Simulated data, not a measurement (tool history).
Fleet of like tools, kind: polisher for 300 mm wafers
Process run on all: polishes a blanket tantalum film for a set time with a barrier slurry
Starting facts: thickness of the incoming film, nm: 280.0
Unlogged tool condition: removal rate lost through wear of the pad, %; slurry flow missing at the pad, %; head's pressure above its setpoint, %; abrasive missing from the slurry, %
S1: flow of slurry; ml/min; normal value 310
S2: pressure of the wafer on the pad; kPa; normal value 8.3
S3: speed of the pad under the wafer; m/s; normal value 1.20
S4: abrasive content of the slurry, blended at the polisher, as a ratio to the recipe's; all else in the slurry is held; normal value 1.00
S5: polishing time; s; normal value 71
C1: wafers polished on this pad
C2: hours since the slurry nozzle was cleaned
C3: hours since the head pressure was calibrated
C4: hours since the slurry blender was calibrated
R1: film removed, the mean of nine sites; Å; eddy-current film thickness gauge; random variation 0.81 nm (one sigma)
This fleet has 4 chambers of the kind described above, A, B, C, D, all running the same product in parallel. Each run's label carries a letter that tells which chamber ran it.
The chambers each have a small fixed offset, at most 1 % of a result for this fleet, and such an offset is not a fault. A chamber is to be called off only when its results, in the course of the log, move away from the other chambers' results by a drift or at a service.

run	hour	S1	S2	S3	S4	S5	C1	C2	C3	C4	R1
# hour 3.0: chamber A: worn pad replaced by a new one
1B	3.2	310	8.3	1.20	1.00	71	70	170.1	16.2	296.1	1032.50
2C	7.1	310	8.3	1.20	1.00	71	365	233.2	769.7	267.4	1022.20
3D	12.4	310	8.3	1.20	1.00	71	495	29.9	930.7	143.3	1041.10
4A	18.0	310	8.3	1.20	1.00	71	168	85.9	700.9	203.9	1039.80
5D	21.9	310	8.3	1.20	1.00	71	601	39.4	940.2	152.8	1028.80
6B	24.8	310	8.3	1.20	0.85	71	311	191.7	37.8	317.7	978.96
7A	30.0	310	8.3	1.20	0.85	71	303	97.9	712.9	215.9	983.66
# hour 35.1: chamber B: slurry blender recalibrated
8C	35.3	310	8.3	1.20	0.85	71	680	261.4	797.9	295.6	987.56
9D	39.7	310	8.3	1.20	0.85	71	800	57.2	958.0	170.6	991.99
10A	42.7	310	8.3	1.20	1.00	71	445	110.6	725.6	228.6	1023.80
11B	46.9	310	8.3	1.20	1.00	71	559	213.8	59.9	11.8	1026.40
# hour 47.6: chamber C: worn pad replaced by a new one
# hour 48.8: chamber D: worn pad replaced by a new one
# hour 50.7: chamber B: worn pad replaced by a new one
12C	51.1	310	8.3	1.20	1.00	71	40	277.2	813.7	311.4	1029.00
# hour 51.5: chamber C: slurry blender recalibrated
13C	56.5	310	8.3	1.20	1.00	71	100	282.6	819.1	5.0	1031.70
14A	61.7	310	8.3	1.20	1.00	71	658	129.6	744.6	247.6	1043.80
15B	67.0	310	8.3	1.20	0.85	71	182	233.9	80.0	31.9	978.85
16D	70.2	310	8.3	1.20	0.85	71	240	87.7	988.5	201.1	979.31
# hour 73.1: chamber B: slurry nozzle cleaned
17B	74.1	310	8.3	1.20	0.85	71	262	1.0	87.1	39.0	974.88
18A	77.5	310	8.3	1.20	0.85	71	835	145.4	760.4	263.4	978.82
19C	82.3	310	8.3	1.20	1.00	71	389	308.4	844.9	30.8	1024.10
# hour 84.0: chamber A: slurry blender recalibrated
20D	85.3	310	8.3	1.20	1.00	71	409	102.8	1003.6	216.2	1032.70
21B	88.5	310	8.3	1.20	1.00	71	423	15.4	101.5	53.4	1026.70
22A	91.9	310	8.3	1.20	1.00	71	996	159.8	774.8	8.0	1023.60
23D	95.0	310	8.3	1.20	1.00	71	518	112.5	1013.3	225.9	1037.50
24C	97.5	310	8.3	1.20	1.00	71	559	323.6	860.1	46.0	1036.40
25D	101.8	310	8.3	1.20	0.85	71	594	119.3	1020.1	232.7	974.28
# hour 104.4: chamber A: worn pad replaced by a new one
# hour 104.5: chamber B: worn pad replaced by a new one
26B	106.9	310	8.3	1.20	0.85	71	27	33.8	119.9	71.8	983.75
27A	110.2	310	8.3	1.20	0.85	71	66	178.1	793.1	26.3	1001.40
28C	115.1	310	8.3	1.20	0.85	71	756	341.2	877.7	63.6	982.18
29D	120.2	310	8.3	1.20	1.00	71	800	137.7	1038.5	251.1	1041.00
30B	123.8	310	8.3	1.20	1.00	71	216	50.7	136.8	88.7	1008.10
31A	129.2	310	8.3	1.06	1.00	71	278	197.1	812.1	45.3	910.81

One chamber off, gauge drift, or nothing amiss beyond the chambers' own small offsets? If it is a chamber, which one, and what is the likeliest cause?

No chamber stands off beyond its own small offset, and the gauge holds steady.

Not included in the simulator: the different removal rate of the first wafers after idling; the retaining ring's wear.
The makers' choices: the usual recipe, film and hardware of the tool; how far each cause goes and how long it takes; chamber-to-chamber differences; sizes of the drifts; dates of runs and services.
